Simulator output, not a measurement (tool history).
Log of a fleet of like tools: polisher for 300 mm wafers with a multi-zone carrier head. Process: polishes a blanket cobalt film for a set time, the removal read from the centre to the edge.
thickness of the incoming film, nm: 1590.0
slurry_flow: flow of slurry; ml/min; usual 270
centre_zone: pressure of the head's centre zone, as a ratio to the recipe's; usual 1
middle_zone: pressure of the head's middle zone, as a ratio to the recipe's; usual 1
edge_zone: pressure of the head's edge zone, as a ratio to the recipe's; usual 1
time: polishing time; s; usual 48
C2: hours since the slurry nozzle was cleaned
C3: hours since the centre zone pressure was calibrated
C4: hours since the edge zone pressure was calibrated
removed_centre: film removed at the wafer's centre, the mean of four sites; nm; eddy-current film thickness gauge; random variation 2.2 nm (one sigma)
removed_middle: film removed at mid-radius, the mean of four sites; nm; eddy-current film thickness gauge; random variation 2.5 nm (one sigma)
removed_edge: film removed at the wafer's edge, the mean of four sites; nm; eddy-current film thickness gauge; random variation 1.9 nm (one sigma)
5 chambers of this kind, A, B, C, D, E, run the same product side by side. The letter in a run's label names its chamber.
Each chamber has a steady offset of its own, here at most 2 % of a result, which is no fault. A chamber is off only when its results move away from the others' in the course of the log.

At hour 5.6: chamber D: worn pad replaced by a new one.
Run 1E, hour 8.6: usual settings; wafers polished on this pad 455; C2 586.4; C3 597.6; C4 593.3. Result: removed_centre 289.55 nm, removed_middle 292.07 nm, removed_edge 289 nm.
At hour 10: chamber C: slurry nozzle cleaned.
Run 2B, hour 17.2: usual settings; wafers polished on this pad 558; C2 62.5; C3 445.2; C4 979.6. Result: removed_centre 293.05 nm, removed_middle 293.17 nm, removed_edge 291.88 nm.
At hour 18.3: chamber A: worn pad replaced by a new one.
Run 3A, hour 27.6: usual settings; wafers polished on this pad 56; C2 501.8; C3 563.3; C4 880.9. Result: removed_centre 287.97 nm, removed_middle 290.49 nm, removed_edge 296.68 nm.
Run 4C, hour 36.1: usual settings; wafers polished on this pad 226; C2 26.2; C3 818.8; C4 111.4. Result: removed_centre 294.24 nm, removed_middle 291.19 nm, removed_edge 294.75 nm.
At hour 44.3: chamber A: centre zone pressure recalibrated.
At hour 47.6: chamber E: worn pad replaced by a new one.
Run 5D, hour 49.3: usual settings; wafers polished on this pad 265; C2 428; C3 386.9; C4 137.1. Result: removed_centre 288.66 nm, removed_middle 291.38 nm, removed_edge 295.42 nm.
Run 6C, hour 61.5: usual settings but edge_zone 0.95; wafers polished on this pad 380; C2 51.6; C3 844.2; C4 136.8. Result: removed_centre 293.14 nm, removed_middle 291.93 nm, removed_edge 285.43 nm.
Run 7A, hour 69.2: usual settings but edge_zone 0.95; wafers polished on this pad 309; C2 543.4; C3 25; C4 922.5. Result: removed_centre 292.16 nm, removed_middle 290.48 nm, removed_edge 281.86 nm.
Run 8B, hour 75.8: usual settings but edge_zone 0.95; wafers polished on this pad 914; C2 121.1; C3 503.8; C4 1038.2. Result: removed_centre 289.99 nm, removed_middle 293.75 nm, removed_edge 282.13 nm.
Run 9E, hour 85.7: usual settings but edge_zone 0.95; wafers polished on this pad 231; C2 663.5; C3 674.7; C4 670.4. Result: removed_centre 290.94 nm, removed_middle 297.33 nm, removed_edge 287.87 nm.
Run 10D, hour 99.4: usual settings but edge_zone 0.95; wafers polished on this pad 569; C2 478.1; C3 437; C4 187.2. Result: removed_centre 285 nm, removed_middle 294.26 nm, removed_edge 281.25 nm.
Run 11E, hour 105.8: usual settings; wafers polished on this pad 353; C2 683.6; C3 694.8; C4 690.5. Result: removed_centre 291.88 nm, removed_middle 291.13 nm, removed_edge 297.17 nm.
Run 12A, hour 119.3: usual settings; wafers polished on this pad 613; C2 593.5; C3 75.1; C4 972.6. Result: removed_centre 287.97 nm, removed_middle 288.38 nm, removed_edge 292.87 nm.
At hour 120.7: chamber C: worn pad replaced by a new one.
At hour 121.7: chamber A: edge zone pressure recalibrated.
Run 13D, hour 128.4: usual settings; wafers polished on this pad 745; C2 507.1; C3 466; C4 216.2. Result: removed_centre 287.72 nm, removed_middle 288.53 nm, removed_edge 290.93 nm.
At hour 132.6: chamber D: worn pad replaced by a new one.
Run 14B, hour 140.3: usual settings; wafers polished on this pad 1305; C2 185.6; C3 568.3; C4 1102.7. Result: removed_centre 292.04 nm, removed_middle 294.41 nm, removed_edge 292.36 nm.
Run 15C, hour 148.1: usual settings; wafers polished on this pad 166; C2 138.2; C3 930.8; C4 223.4. Result: removed_centre 290.98 nm, removed_middle 289.2 nm, removed_edge 295.05 nm.
At hour 155.4: chamber E: slurry nozzle cleaned.
Run 16B, hour 157.4: usual settings; wafers polished on this pad 1409; C2 202.7; C3 585.4; C4 1119.8. Result: removed_centre 292.47 nm, removed_middle 290.1 nm, removed_edge 292.12 nm.
Run 17D, hour 164.4: usual settings; wafers polished on this pad 193; C2 543.1; C3 502; C4 252.2. Result: removed_centre 291 nm, removed_middle 294.03 nm, removed_edge 293.92 nm.
At hour 173.9: chamber B: worn pad replaced by a new one.
Run 18A, hour 175.9: usual settings; wafers polished on this pad 956; C2 650.1; C3 131.7; C4 54.2. Result: removed_centre 287.87 nm, removed_middle 290.27 nm, removed_edge 285.96 nm.
Run 19C, hour 184.9: usual settings; wafers polished on this pad 389; C2 175; C3 967.6; C4 260.2. Result: removed_centre 295.07 nm, removed_middle 290.53 nm, removed_edge 296.49 nm.
At hour 192.8: chamber C: centre zone pressure recalibrated.
At hour 195.8: chamber E: worn pad replaced by a new one.
Run 20E, hour 195.8: usual settings; wafers polished on this pad 0; C2 40.4; C3 784.8; C4 780.5. Result: removed_centre 294.66 nm, removed_middle 291.69 nm, removed_edge 295.65 nm.
At hour 196.4: chamber A: worn pad replaced by a new one.
At hour 199.9: chamber B: slurry nozzle cleaned.
Run 21E, hour 203.3: usual settings but centre_zone 0.89; wafers polished on this pad 46; C2 47.9; C3 792.3; C4 788. Result: removed_centre 255.22 nm, removed_middle 295.96 nm, removed_edge 294.85 nm.
At hour 215.4: chamber C: slurry nozzle cleaned.
Run 22B, hour 215.9: usual settings but centre_zone 0.89; wafers polished on this pad 254; C2 16.1; C3 643.9; C4 1178.3. Result: removed_centre 256.52 nm, removed_middle 295.11 nm, removed_edge 287.27 nm.
At hour 225.5: chamber D: slurry nozzle cleaned.
Run 23A, hour 229.1: usual settings but centre_zone 0.89; wafers polished on this pad 198; C2 703.3; C3 184.9; C4 107.4. Result: removed_centre 253.47 nm, removed_middle 292.23 nm, removed_edge 292.74 nm.
At hour 234.1: chamber D: worn pad replaced by a new one.
At hour 240.4: chamber C: worn pad replaced by a new one.
Run 24D, hour 242.9: usual settings but centre_zone 0.89; wafers polished on this pad 53; C2 17.4; C3 580.5; C4 330.7. Result: removed_centre 251.53 nm, removed_middle 293.59 nm, removed_edge 290.89 nm.
At hour 252.3: chamber A: slurry nozzle cleaned.
Run 25C, hour 256.4: usual settings but centre_zone 0.89; wafers polished on this pad 97; C2 41.1; C3 63.6; C4 331.7. Result: removed_centre 288.43 nm, removed_middle 292.85 nm, removed_edge 291.11 nm.
Run 26C, hour 264: usual settings but centre_zone 0.95, time 38 s; wafers polished on this pad 143; C2 48.7; C3 71.2; C4 339.3. Result: removed_centre 242.61 nm, removed_middle 228.22 nm, removed_edge 233.07 nm.
Run 27D, hour 270.5: usual settings but centre_zone 0.95, time 38 s; wafers polished on this pad 220; C2 45; C3 608.1; C4 358.3. Result: removed_centre 213.62 nm, removed_middle 230.61 nm, removed_edge 232.23 nm.
Run 28A, hour 284.9: usual settings but centre_zone 0.95, time 38 s; wafers polished on this pad 537; C2 32.6; C3 240.7; C4 163.2. Result: removed_centre 215.56 nm, removed_middle 229.75 nm, removed_edge 229.26 nm.
Run 29E, hour 298.4: usual settings but centre_zone 0.95, time 38 s; wafers polished on this pad 623; C2 143; C3 887.4; C4 883.1. Result: removed_centre 216.48 nm, removed_middle 235.18 nm, removed_edge 232.98 nm.
Run 30B, hour 310: usual settings but centre_zone 0.95, time 38 s; wafers polished on this pad 825; C2 110.2; C3 738; C4 1272.4. Result: removed_centre 215.76 nm, removed_middle 233.52 nm, removed_edge 230.3 nm.
At hour 319.2: chamber E: worn pad replaced by a new one.
Run 31C, hour 322: usual settings; wafers polished on this pad 495; C2 106.7; C3 129.2; C4 397.3. Result: removed_centre 323.24 nm, removed_middle 286.63 nm, removed_edge 291.96 nm.
Run 32E, hour 331.1: usual settings; wafers polished on this pad 72; C2 175.7; C3 920.1; C4 915.8. Result: removed_centre 289.97 nm, removed_middle 294.56 nm, removed_edge 296.11 nm.
At hour 335: chamber D: worn pad replaced by a new one.
Run 33B, hour 341.6: usual settings; wafers polished on this pad 1017; C2 141.8; C3 769.6; C4 1304. Result: removed_centre 293.96 nm, removed_middle 292.31 nm, removed_edge 293.21 nm.
Run 34D, hour 353.9: usual settings but middle_zone 1.05; wafers polished on this pad 115; C2 128.4; C3 691.5; C4 441.7. Result: removed_centre 288.72 nm, removed_middle 307.14 nm, removed_edge 290.24 nm.
Run 35A, hour 364.8: usual settings but middle_zone 1.05; wafers polished on this pad 1021; C2 112.5; C3 320.6; C4 243.1. Result: removed_centre 287.41 nm, removed_middle 301.66 nm, removed_edge 295.81 nm.
Run 36E, hour 379.1: usual settings but middle_zone 1.05; wafers polished on this pad 363; C2 223.7; C3 968.1; C4 963.8. Result: removed_centre 286.99 nm, removed_middle 306.51 nm, removed_edge 291.04 nm.
At hour 391.9: chamber C: worn pad replaced by a new one.
Run 37C, hour 391.9: usual settings but middle_zone 1.05; wafers polished on this pad 0; C2 176.6; C3 199.1; C4 467.2. Result: removed_centre 322.86 nm, removed_middle 303.26 nm, removed_edge 294.1 nm.
Run 38D, hour 401.6: usual settings but middle_zone 1.05; wafers polished on this pad 404; C2 176.1; C3 739.2; C4 489.4. Result: removed_centre 287.91 nm, removed_middle 305.99 nm, removed_edge 295.65 nm.

Is one chamber off against the others, does the gauge drift, or is nothing wrong? If a chamber is off, say which, and what the likeliest cause is.

A service left chamber C off against the others.
Cause: centre zone's pressure above its setpoint, % = 9.28.

Here are 4 candidates for chamber C's next run, each the usual settings with a change, their results left as question marks. Which one brings its results back in line with what the others give on the usual settings?
In line means no further than this from the other chambers' mean on the usual settings: removed_centre 7.6 nm; removed_middle 8.8 nm; removed_edge 6.7 nm
Run 39C-1, hour 412.1: usual settings but slurry_flow 275 ml/min, centre_zone 1.09, middle_zone 0.98, edge_zone 0.97, time 49 s. Result: removed_centre ?, removed_middle ?, removed_edge ?.
Run 39C-2, hour 412.1: usual settings but slurry_flow 265 ml/min, centre_zone 0.92, middle_zone 1.02, edge_zone 1.02, time 47 s. Result: removed_centre ?, removed_middle ?, removed_edge ?.
Run 39C-3, hour 412.1: usual settings but centre_zone 1.03, middle_zone 0.99, edge_zone 0.99. Result: removed_centre ?, removed_middle ?, removed_edge ?.
Run 39C-4, hour 412.1: usual settings but centre_zone 0.97, middle_zone 1.01, edge_zone 1.01. Result: removed_centre ?, removed_middle ?, removed_edge ?.

The other chambers' mean on the usual settings: removed_centre 289.82 nm; removed_middle 292.75 nm; removed_edge 292.61 nm
  run  removed_centre  removed_middle  removed_edge
39C-1          363.34          293.76        295.43
39C-2          289.36          291.28        289.77
39C-3          334.33          289.95        291.97
39C-4          313.54          295.35        294.92
39C-2 brings the chamber back in line.
